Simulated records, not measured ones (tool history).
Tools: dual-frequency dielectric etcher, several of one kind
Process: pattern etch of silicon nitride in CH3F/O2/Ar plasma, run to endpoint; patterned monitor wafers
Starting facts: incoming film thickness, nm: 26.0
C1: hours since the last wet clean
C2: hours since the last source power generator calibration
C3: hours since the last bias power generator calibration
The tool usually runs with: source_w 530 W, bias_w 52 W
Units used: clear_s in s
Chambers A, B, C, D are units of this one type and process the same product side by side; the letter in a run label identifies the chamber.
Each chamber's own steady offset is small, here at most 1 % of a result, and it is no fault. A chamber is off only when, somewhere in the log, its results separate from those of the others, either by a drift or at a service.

run 1D hour=11.6 | source_w=530 bias_w=52 | C1=363.1 C2=949.9 C3=1438.6 | clear_s=37.135
run 2A hour=22.4 | source_w=530 bias_w=52 | C1=388.2 C2=1387.5 C3=438 | clear_s=37.858
run 3C hour=31.3 | source_w=530 bias_w=52 | C1=326 C2=1068.3 C3=1555.5 | clear_s=37.432
run 4B hour=38.1 | source_w=530 bias_w=52 | C1=350 C2=402.3 C3=1939.5 | clear_s=37.464
run 5A hour=48 | source_w=530 bias_w=52 | C1=413.8 C2=1413.1 C3=463.6 | clear_s=37.9
run 6B hour=56.5 | source_w=530 bias_w=52 | C1=368.4 C2=420.7 C3=1957.9 | clear_s=37.593
run 7C hour=66.6 | source_w=530 bias_w=52 | C1=361.3 C2=1103.6 C3=1590.8 | clear_s=37.298
run 8D hour=78.5 | source_w=530 bias_w=52 | C1=430 C2=1016.8 C3=1505.5 | clear_s=37.086
run 9A hour=90.4 | source_w=530 bias_w=52 | C1=456.2 C2=1455.5 C3=506 | clear_s=37.694
-- hour=100.1 chamber A: wet clean of the chamber
run 10D hour=102 | source_w=530 bias_w=52 | C1=453.5 C2=1040.3 C3=1529 | clear_s=37.584
run 11B hour=108.8 | source_w=530 bias_w=52 | C1=420.7 C2=473 C3=2010.2 | clear_s=37.485
run 12C hour=117.2 | source_w=530 bias_w=52 | C1=411.9 C2=1154.2 C3=1641.4 | clear_s=37.502
run 13C hour=127.9 | source_w=590 bias_w=52 | C1=422.6 C2=1164.9 C3=1652.1 | clear_s=35.929
-- hour=133 chamber B: wet clean of the chamber
run 14B hour=139.1 | source_w=590 bias_w=52 | C1=6.1 C2=503.3 C3=2040.5 | clear_s=36.049
run 15D hour=146.2 | source_w=590 bias_w=52 | C1=497.7 C2=1084.5 C3=1573.2 | clear_s=35.738
run 16A hour=155.7 | source_w=590 bias_w=52 | C1=55.7 C2=1520.8 C3=571.3 | clear_s=36.229
-- hour=161.4 chamber D: wet clean of the chamber
run 17B hour=163.7 | source_w=630 bias_w=43 | C1=30.7 C2=527.9 C3=2065.1 | clear_s=37.128
run 18C hour=175.8 | source_w=630 bias_w=43 | C1=470.5 C2=1212.8 C3=1700 | clear_s=36.737
run 19D hour=186.6 | source_w=630 bias_w=43 | C1=25.3 C2=1124.9 C3=1613.6 | clear_s=36.846
run 20A hour=193.7 | source_w=630 bias_w=43 | C1=93.7 C2=1558.8 C3=609.3 | clear_s=37.361
-- hour=198.7 chamber C: wet clean of the chamber
run 21C hour=205.9 | source_w=530 bias_w=52 | C1=7.2 C2=1242.9 C3=1730.1 | clear_s=38.376
run 22B hour=218.4 | source_w=530 bias_w=52 | C1=85.4 C2=582.6 C3=2119.8 | clear_s=37.427
run 23A hour=226.8 | source_w=530 bias_w=52 | C1=126.8 C2=1591.9 C3=642.4 | clear_s=37.816
run 24D hour=233.4 | source_w=530 bias_w=52 | C1=72.1 C2=1171.7 C3=1660.4 | clear_s=37.37
run 25A hour=245.9 | source_w=530 bias_w=52 | C1=145.9 C2=1611 C3=661.5 | clear_s=37.769
run 26D hour=254.3 | source_w=530 bias_w=57 | C1=93 C2=1192.6 C3=1681.3 | clear_s=36.343
run 27C hour=266.8 | source_w=530 bias_w=57 | C1=68.1 C2=1303.8 C3=1791 | clear_s=37.486
run 28B hour=278.2 | source_w=530 bias_w=57 | C1=145.2 C2=642.4 C3=2179.6 | clear_s=36.47
run 29B hour=286.5 | source_w=530 bias_w=57 | C1=153.5 C2=650.7 C3=2187.9 | clear_s=36.355
run 30A hour=292.1 | source_w=530 bias_w=52 | C1=192.1 C2=1657.2 C3=707.7 | clear_s=37.773
run 31C hour=301.2 | source_w=530 bias_w=52 | C1=102.5 C2=1338.2 C3=1825.4 | clear_s=38.47
run 32D hour=312.1 | source_w=530 bias_w=52 | C1=150.8 C2=1250.4 C3=1739.1 | clear_s=37.477
run 33B hour=323.9 | source_w=580 bias_w=60 | C1=190.9 C2=688.1 C3=2225.3 | clear_s=34.542
run 34C hour=330.1 | source_w=580 bias_w=60 | C1=131.4 C2=1367.1 C3=1854.3 | clear_s=35.366
run 35D hour=338.1 | source_w=580 bias_w=60 | C1=176.8 C2=1276.4 C3=1765.1 | clear_s=34.428
run 36A hour=347.9 | source_w=580 bias_w=60 | C1=247.9 C2=1713 C3=763.5 | clear_s=34.853
run 37C hour=360.6 | source_w=530 bias_w=52 | C1=161.9 C2=1397.6 C3=1884.8 | clear_s=38.394
run 38D hour=366.9 | source_w=530 bias_w=52 | C1=205.6 C2=1305.2 C3=1793.9 | clear_s=37.425
run 39B hour=375.8 | source_w=530 bias_w=52 | C1=242.8 C2=740 C3=2277.2 | clear_s=37.596

Predict what each chamber gives when all 4 of them run the settings below next.
run 40A hour=385 | source_w=530 bias_w=52 | clear_s=?
run 40B hour=385 | source_w=530 bias_w=52 | clear_s=?
run 40C hour=385 | source_w=530 bias_w=52 | clear_s=?
run 40D hour=385 | source_w=530 bias_w=52 | clear_s=?

run=40A clear_s=37.651
run=40B clear_s=37.521
run=40C clear_s=38.317
run=40D clear_s=37.282
